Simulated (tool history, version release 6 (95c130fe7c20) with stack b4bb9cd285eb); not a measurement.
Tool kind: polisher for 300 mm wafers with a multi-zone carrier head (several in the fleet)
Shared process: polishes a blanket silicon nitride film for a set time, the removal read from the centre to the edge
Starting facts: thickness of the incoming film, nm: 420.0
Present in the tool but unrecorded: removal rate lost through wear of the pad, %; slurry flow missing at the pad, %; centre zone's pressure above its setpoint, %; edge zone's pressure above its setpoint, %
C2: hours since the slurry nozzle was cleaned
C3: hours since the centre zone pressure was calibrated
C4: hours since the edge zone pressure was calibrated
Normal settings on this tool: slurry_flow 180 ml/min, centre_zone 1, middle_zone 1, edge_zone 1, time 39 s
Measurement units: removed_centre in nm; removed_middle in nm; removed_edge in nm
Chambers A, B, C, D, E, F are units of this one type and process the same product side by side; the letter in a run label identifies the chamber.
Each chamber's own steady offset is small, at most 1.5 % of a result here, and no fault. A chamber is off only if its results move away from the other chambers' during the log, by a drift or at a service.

run 1C hour=12.6 | slurry_flow=180 centre_zone=1 middle_zone=1 edge_zone=1 time=39 | wafers_polished_on_this_pad=531 C2=221.3 C3=306.9 C4=1065.6 | removed_centre=55.536 removed_middle=56.376 removed_edge=56.119
run 2E hour=21.6 | slurry_flow=180 centre_zone=1 middle_zone=1 edge_zone=1 time=39 | wafers_polished_on_this_pad=575 C2=65.4 C3=990.6 C4=817.5 | removed_centre=55.686 removed_middle=55.89 removed_edge=57.623
run 3B hour=29.6 | slurry_flow=180 centre_zone=1 middle_zone=1 edge_zone=1 time=39 | wafers_polished_on_this_pad=566 C2=33.1 C3=279.8 C4=918 | removed_centre=55.868 removed_middle=55.517 removed_edge=56.16
-- hour=38.7 chamber C: slurry nozzle cleaned
-- hour=39.1 chamber C: worn pad replaced by a new one
run 4D hour=43.4 | slurry_flow=180 centre_zone=1 middle_zone=1 edge_zone=1 time=39 | wafers_polished_on_this_pad=417 C2=76.1 C3=851.6 C4=275.5 | removed_centre=55.783 removed_middle=55.342 removed_edge=56.069
run 5A hour=52.3 | slurry_flow=180 centre_zone=1 middle_zone=1 edge_zone=1 time=39 | wafers_polished_on_this_pad=1105 C2=192.5 C3=508.7 C4=650.6 | removed_centre=56.306 removed_middle=56.124 removed_edge=54.216
-- hour=55.2 chamber E: worn pad replaced by a new one
-- hour=56.3 chamber F: worn pad replaced by a new one
-- hour=57.9 chamber A: worn pad replaced by a new one
run 6F hour=59.7 | slurry_flow=180 centre_zone=1 middle_zone=1 edge_zone=1 time=39 | wafers_polished_on_this_pad=29 C2=223.8 C3=894.3 C4=814.6 | removed_centre=56.559 removed_middle=57.172 removed_edge=54.903
-- hour=60.8 chamber D: centre zone pressure recalibrated
run 7F hour=70.8 | slurry_flow=240 centre_zone=1 middle_zone=1 edge_zone=1 time=39 | wafers_polished_on_this_pad=123 C2=234.9 C3=905.4 C4=825.7 | removed_centre=58.097 removed_middle=59.651 removed_edge=56.664
-- hour=70.9 chamber B: worn pad replaced by a new one
-- hour=77.8 chamber D: worn pad replaced by a new one
run 8A hour=80.9 | slurry_flow=240 centre_zone=1 middle_zone=1 edge_zone=1 time=39 | wafers_polished_on_this_pad=195 C2=221.1 C3=537.3 C4=679.2 | removed_centre=58.701 removed_middle=57.039 removed_edge=57.549
run 9E hour=90.5 | slurry_flow=240 centre_zone=1 middle_zone=1 edge_zone=1 time=39 | wafers_polished_on_this_pad=301 C2=134.3 C3=1059.5 C4=886.4 | removed_centre=59.694 removed_middle=58.571 removed_edge=57.479
run 10D hour=104.3 | slurry_flow=240 centre_zone=1 middle_zone=1 edge_zone=1 time=39 | wafers_polished_on_this_pad=226 C2=137 C3=43.5 C4=336.4 | removed_centre=57.086 removed_middle=57.438 removed_edge=58.306
-- hour=111.6 chamber C: worn pad replaced by a new one
run 11C hour=117.9 | slurry_flow=240 centre_zone=1 middle_zone=1 edge_zone=1 time=39 | wafers_polished_on_this_pad=53 C2=79.3 C3=412.2 C4=1170.9 | removed_centre=58.076 removed_middle=58.168 removed_edge=57.699
-- hour=122.4 chamber A: centre zone pressure recalibrated
-- hour=128.6 chamber D: edge zone pressure recalibrated
run 12B hour=129.9 | slurry_flow=240 centre_zone=1 middle_zone=1 edge_zone=1 time=39 | wafers_polished_on_this_pad=502 C2=133.4 C3=380.1 C4=1018.3 | removed_centre=59.023 removed_middle=58.301 removed_edge=57.459
-- hour=132.8 chamber B: edge zone pressure recalibrated
-- hour=134.5 chamber F: worn pad replaced by a new one
run 13F hour=142.8 | slurry_flow=180 centre_zone=1 middle_zone=1 edge_zone=1 time=39 | wafers_polished_on_this_pad=70 C2=306.9 C3=977.4 C4=897.7 | removed_centre=55.591 removed_middle=56.208 removed_edge=54.788
-- hour=150.7 chamber E: worn pad replaced by a new one
run 14C hour=151.4 | slurry_flow=180 centre_zone=1 middle_zone=1 edge_zone=1 time=39 | wafers_polished_on_this_pad=339 C2=112.8 C3=445.7 C4=1204.4 | removed_centre=55.738 removed_middle=54.585 removed_edge=55.721
run 15E hour=158.4 | slurry_flow=180 centre_zone=1 middle_zone=1 edge_zone=1 time=39 | wafers_polished_on_this_pad=65 C2=202.2 C3=1127.4 C4=954.3 | removed_centre=57.382 removed_middle=55.666 removed_edge=56.47
-- hour=171.1 chamber B: worn pad replaced by a new one
run 16A hour=172.2 | slurry_flow=180 centre_zone=1 middle_zone=1 edge_zone=0.9 time=39 | wafers_polished_on_this_pad=973 C2=312.4 C3=49.8 C4=770.5 | removed_centre=55.659 removed_middle=54.23 removed_edge=53.358
-- hour=174.5 chamber D: worn pad replaced by a new one
-- hour=175.2 chamber B: centre zone pressure recalibrated
run 17B hour=181.1 | slurry_flow=180 centre_zone=1 middle_zone=1 edge_zone=0.9 time=39 | wafers_polished_on_this_pad=85 C2=184.6 C3=6 C4=48.4 | removed_centre=54.701 removed_middle=55.505 removed_edge=53.782
run 18D hour=192 | slurry_flow=180 centre_zone=1 middle_zone=1 edge_zone=0.9 time=39 | wafers_polished_on_this_pad=149 C2=224.7 C3=131.2 C4=63.5 | removed_centre=55.84 removed_middle=56.857 removed_edge=52.335
-- hour=192.2 chamber A: worn pad replaced by a new one
-- hour=198.3 chamber C: worn pad replaced by a new one
run 19B hour=199.5 | slurry_flow=180 centre_zone=1 middle_zone=1 edge_zone=0.9 time=39 | wafers_polished_on_this_pad=242 C2=203 C3=24.4 C4=66.8 | removed_centre=56.035 removed_middle=55.827 removed_edge=53.488
-- hour=207.8 chamber F: worn pad replaced by a new one
run 20C hour=212.1 | slurry_flow=180 centre_zone=1 middle_zone=1 edge_zone=0.9 time=39 | wafers_polished_on_this_pad=118 C2=173.5 C3=506.4 C4=1265.1 | removed_centre=56.707 removed_middle=55.96 removed_edge=53.816
run 21E hour=223.1 | slurry_flow=180 centre_zone=1 middle_zone=1 edge_zone=0.9 time=39 | wafers_polished_on_this_pad=616 C2=266.9 C3=1192.1 C4=1019 | removed_centre=58.27 removed_middle=55.02 removed_edge=53.239
-- hour=231.9 chamber C: edge zone pressure recalibrated
run 22F hour=235.7 | slurry_flow=180 centre_zone=1 middle_zone=1 edge_zone=1 time=39 | wafers_polished_on_this_pad=237 C2=399.8 C3=1070.3 C4=990.6 | removed_centre=56.536 removed_middle=55.203 removed_edge=55.481
run 23D hour=247.3 | slurry_flow=180 centre_zone=1 middle_zone=1 edge_zone=1 time=39 | wafers_polished_on_this_pad=620 C2=280 C3=186.5 C4=118.8 | removed_centre=55.387 removed_middle=55.242 removed_edge=54.432
-- hour=253.2 chamber E: worn pad replaced by a new one
run 24A hour=260.9 | slurry_flow=155 centre_zone=1 middle_zone=1 edge_zone=0.89 time=39 | wafers_polished_on_this_pad=585 C2=401.1 C3=138.5 C4=859.2 | removed_centre=54.326 removed_middle=54.416 removed_edge=50.944
-- hour=262.4 chamber D: worn pad replaced by a new one
run 25C hour=268.8 | slurry_flow=155 centre_zone=1 middle_zone=1 edge_zone=0.89 time=39 | wafers_polished_on_this_pad=600 C2=230.2 C3=563.1 C4=36.9 | removed_centre=54.478 removed_middle=54.853 removed_edge=51.112
-- hour=275.9 chamber F: edge zone pressure recalibrated
run 26E hour=279.3 | slurry_flow=155 centre_zone=1 middle_zone=1 edge_zone=0.89 time=39 | wafers_polished_on_this_pad=222 C2=323.1 C3=1248.3 C4=1075.2 | removed_centre=57.586 removed_middle=53.784 removed_edge=51.484
-- hour=279.9 chamber B: worn pad replaced by a new one
-- hour=282.5 chamber C: worn pad replaced by a new one
run 27D hour=288.8 | slurry_flow=155 centre_zone=1 middle_zone=1 edge_zone=0.89 time=39 | wafers_polished_on_this_pad=225 C2=321.5 C3=228 C4=160.3 | removed_centre=54.865 removed_middle=54.341 removed_edge=51.079
run 28A hour=297.7 | slurry_flow=155 centre_zone=1 middle_zone=1 edge_zone=0.89 time=39 | wafers_polished_on_this_pad=898 C2=437.9 C3=175.3 C4=896 | removed_centre=53.478 removed_middle=54.571 removed_edge=52.496
-- hour=300.3 chamber C: slurry nozzle cleaned
run 29B hour=304.2 | slurry_flow=155 centre_zone=1 middle_zone=1 edge_zone=0.89 time=39 | wafers_polished_on_this_pad=207 C2=307.7 C3=129.1 C4=171.5 | removed_centre=54.989 removed_middle=54.454 removed_edge=52.233
-- hour=304.7 chamber F: worn pad replaced by a new one
run 30F hour=314.5 | slurry_flow=180 centre_zone=1 middle_zone=1 edge_zone=1 time=39 | wafers_polished_on_this_pad=83 C2=478.6 C3=1149.1 C4=38.7 | removed_centre=55.63 removed_middle=56.108 removed_edge=54.545
run 31F hour=327.6 | slurry_flow=180 centre_zone=1 middle_zone=1 edge_zone=1 time=39 | wafers_polished_on_this_pad=195 C2=491.7 C3=1162.2 C4=51.8 | removed_centre=56.552 removed_middle=55.853 removed_edge=55.462
-- hour=333.8 chamber A: worn pad replaced by a new one
run 32C hour=338.3 | slurry_flow=180 centre_zone=1 middle_zone=1 edge_zone=1 time=39 | wafers_polished_on_this_pad=475 C2=38.1 C3=632.6 C4=106.4 | removed_centre=56.066 removed_middle=55.194 removed_edge=55.97
-- hour=340.1 chamber D: worn pad replaced by a new one
run 33E hour=349.3 | slurry_flow=180 centre_zone=1.1 middle_zone=1 edge_zone=1 time=39 | wafers_polished_on_this_pad=818 C2=393.1 C3=1318.3 C4=1145.2 | removed_centre=66.034 removed_middle=54.829 removed_edge=55.109
-- hour=354.9 chamber C: worn pad replaced by a new one
run 34A hour=360 | slurry_flow=180 centre_zone=1.1 middle_zone=1 edge_zone=1 time=39 | wafers_polished_on_this_pad=223 C2=500.2 C3=237.6 C4=958.3 | removed_centre=62.008 removed_middle=55.649 removed_edge=55.85
run 35B hour=372.3 | slurry_flow=180 centre_zone=1.1 middle_zone=1 edge_zone=1 time=39 | wafers_polished_on_this_pad=787 C2=375.8 C3=197.2 C4=239.6 | removed_centre=62.525 removed_middle=55.631 removed_edge=56.472
-- hour=376 chamber B: slurry nozzle cleaned
run 36D hour=385.6 | slurry_flow=180 centre_zone=1.1 middle_zone=1 edge_zone=1 time=39 | wafers_polished_on_this_pad=387 C2=418.3 C3=324.8 C4=257.1 | removed_centre=61.576 removed_middle=54.258 removed_edge=56.068
-- hour=393.1 chamber B: worn pad replaced by a new one
run 37B hour=394.5 | slurry_flow=180 centre_zone=1.1 middle_zone=1 edge_zone=1 time=39 | wafers_polished_on_this_pad=12 C2=18.5 C3=219.4 C4=261.8 | removed_centre=61.848 removed_middle=56.04 removed_edge=55.937
-- hour=394.7 chamber C: centre zone pressure recalibrated
run 38C hour=407.5 | slurry_flow=180 centre_zone=1.1 middle_zone=1 edge_zone=1 time=39 | wafers_polished_on_this_pad=448 C2=107.3 C3=12.9 C4=175.6 | removed_centre=61.477 removed_middle=53.995 removed_edge=55.264
run 39A hour=421.5 | slurry_flow=180 centre_zone=1 middle_zone=1 edge_zone=1 time=39 | wafers_polished_on_this_pad=747 C2=561.7 C3=299.1 C4=1019.8 | removed_centre=55.494 removed_middle=55.955 removed_edge=55.697

Predict what each chamber gives when all 6 of them run the settings below next.
run 40A hour=431.6 | slurry_flow=180 centre_zone=1 middle_zone=1.1 edge_zone=1 time=39 | removed_centre=? removed_middle=? removed_edge=?
run 40B hour=431.6 | slurry_flow=180 centre_zone=1 middle_zone=1.1 edge_zone=1 time=39 | removed_centre=? removed_middle=? removed_edge=?
run 40C hour=431.6 | slurry_flow=180 centre_zone=1 middle_zone=1.1 edge_zone=1 time=39 | removed_centre=? removed_middle=? removed_edge=?
run 40D hour=431.6 | slurry_flow=180 centre_zone=1 middle_zone=1.1 edge_zone=1 time=39 | removed_centre=? removed_middle=? removed_edge=?
run 40E hour=431.6 | slurry_flow=180 centre_zone=1 middle_zone=1.1 edge_zone=1 time=39 | removed_centre=? removed_middle=? removed_edge=?
run 40F hour=431.6 | slurry_flow=180 centre_zone=1 middle_zone=1.1 edge_zone=1 time=39 | removed_centre=? removed_middle=? removed_edge=?

run=40A removed_centre=55.774 removed_middle=61.293 removed_edge=55.025
run=40B removed_centre=56.215 removed_middle=60.479 removed_edge=56.376
run=40C removed_centre=55.666 removed_middle=60.942 removed_edge=55.23
run=40D removed_centre=55.696 removed_middle=61.297 removed_edge=55.691
run=40E removed_centre=62.026 removed_middle=61.357 removed_edge=56.084
run=40F removed_centre=56.113 removed_middle=60.137 removed_edge=55.153
